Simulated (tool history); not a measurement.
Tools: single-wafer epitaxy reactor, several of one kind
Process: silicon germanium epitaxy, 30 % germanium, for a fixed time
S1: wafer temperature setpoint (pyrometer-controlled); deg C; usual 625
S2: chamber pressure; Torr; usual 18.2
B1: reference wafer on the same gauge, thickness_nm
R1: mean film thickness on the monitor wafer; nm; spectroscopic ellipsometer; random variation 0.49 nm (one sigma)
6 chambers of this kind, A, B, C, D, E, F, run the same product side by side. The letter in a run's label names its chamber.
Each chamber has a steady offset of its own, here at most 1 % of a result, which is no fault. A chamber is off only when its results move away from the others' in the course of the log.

run	hour	S1	S2	B1	R1
1D	4.0	625	18.2	103.12	89.014
2A	6.4	625	18.2	103.07	89.568
3F	9.0	625	18.2	102.98	88.548
4B	12.2	625	18.2	103.05	87.852
5E	17.0	629	18.2	103.14	94.917
6C	22.4	629	18.2	103.19	94.219
7F	25.5	629	18.2	102.97	93.741
8C	29.9	629	18.2	103.11	94.823
9A	33.4	629	18.2	103.24	95.605
10D	38.1	629	18.2	103.22	95.324
11B	43.0	625	18.2	103.17	87.759
12E	46.0	625	18.2	103.05	88.876
13F	49.6	625	18.2	103.18	88.026
14B	52.0	625	18.2	103.11	87.650
15A	55.9	625	18.2	102.95	88.815
16C	59.0	625	18.2	103.12	88.554
17E	61.7	636	18.2	103.23	107.170
18D	65.2	636	18.2	103.06	108.150
# hour 69.0: chamber A: pyrometer calibrated
19F	69.3	636	18.2	102.98	105.800
20E	74.9	636	18.2	102.92	106.610
21D	79.4	636	18.2	103.28	106.640
22A	82.3	636	18.2	103.11	113.820
23B	87.3	625	18.2	103.22	88.042
24C	90.3	625	18.2	103.02	88.544
25E	95.8	625	18.2	103.04	89.314
26A	99.2	614	18.2	103.07	77.457
27D	103.1	614	18.2	103.19	73.147
28C	106.5	614	18.2	103.16	73.472
29B	111.8	614	18.2	103.14	72.399
30F	115.7	614	18.2	103.20	72.455
31E	120.5	614	18.2	103.14	73.699
32A	123.5	625	18.2	103.00	93.706
33D	128.2	625	18.2	103.19	89.364
34C	131.2	625	18.2	103.14	87.731
35F	135.0	613	18.2	103.19	71.201
36B	138.4	613	18.2	103.20	71.193
37A	142.2	613	18.2	103.05	75.930
38C	146.0	613	18.2	103.24	71.693
39D	151.0	613	18.2	103.09	72.344
40F	154.7	613	18.2	103.09	71.009
41E	159.4	625	18.2	103.29	88.354
42B	162.3	625	18.2	102.90	88.111
43E	164.7	625	18.2	103.19	89.036

Next, every chamber runs the same settings. What will each give?
44A	168.8	625	18.2		?
44B	168.8	625	18.2		?
44C	168.8	625	18.2		?
44D	168.8	625	18.2		?
44E	168.8	625	18.2		?
44F	168.8	625	18.2		?

run	R1
44A	94.071
44B	87.198
44C	87.362
44D	88.697
44E	87.651
44F	89.134
